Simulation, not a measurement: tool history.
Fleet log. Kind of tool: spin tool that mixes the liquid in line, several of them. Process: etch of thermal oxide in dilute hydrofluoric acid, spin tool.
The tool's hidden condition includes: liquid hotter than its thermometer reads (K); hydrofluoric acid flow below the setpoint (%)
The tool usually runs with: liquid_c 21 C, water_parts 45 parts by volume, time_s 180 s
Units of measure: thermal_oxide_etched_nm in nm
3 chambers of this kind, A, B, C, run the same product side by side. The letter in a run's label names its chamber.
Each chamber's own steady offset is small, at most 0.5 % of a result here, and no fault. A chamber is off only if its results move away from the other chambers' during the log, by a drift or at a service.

run,hour,liquid_c,water_parts,time_s,hours since the thermometer was replaced,hours since the hydrofluoric acid flow meter was replaced,"read-back film thickness of the thermal oxide reference wafer, read on the same gauge (nm)",thermal_oxide_etched_nm
1A,9.4,21,45,180,263.6,585.5,49.98,17.326
2B,20,21,45,180,518.1,422.3,49.994,17.422
# hour 20.5: chamber A: hydrofluoric acid flow meter replaced
3C,28.5,21,45,180,2256,567.7,50.049,17.231
4C,42.4,21,45,180,2269.9,581.6,49.975,17.464
5A,57,17,30,180,311.2,36.6,49.964,22.648
6B,69.8,17,30,180,567.9,472.1,49.994,22.358
7C,80.9,17,30,180,2308.4,620.1,49.993,22.305
8A,88.3,21,45,180,342.5,67.9,50.036,17.346
9B,102.8,21,45,180,600.9,505.1,50.018,17.364
10C,112.6,21,45,180,2340.1,651.8,49.969,17.402
11B,123.9,21,45,180,622,526.2,50.008,17.363
12A,136.5,21,45,180,390.7,116.1,50.035,17.296
13B,143.7,21,45,180,641.8,546,49.998,17.586
14C,156.5,17,55,180,2384,695.7,49.994,11.872
15A,166.8,17,55,180,421,146.4,50.021,11.804
16C,174,17,55,180,2401.5,713.2,49.982,11.808
# hour 185.2: chamber B: thermometer replaced
17A,187.5,21,45,180,441.7,167.1,50.019,17.36
18B,197.8,21,65,180,12.6,600.1,49.956,11.751
19A,206.3,21,65,180,460.5,185.9,50.008,11.683
20B,217.3,21,65,180,32.1,619.6,49.978,11.637

Each of the 3 chambers runs these same settings next. Fill in every chamber's results:
21A,228.4,19,45,180,,,,?
21B,228.4,19,45,180,,,,?
21C,228.4,19,45,180,,,,?

run,thermal_oxide_etched_nm
21A,15.989
21B,15.76
21C,16.003
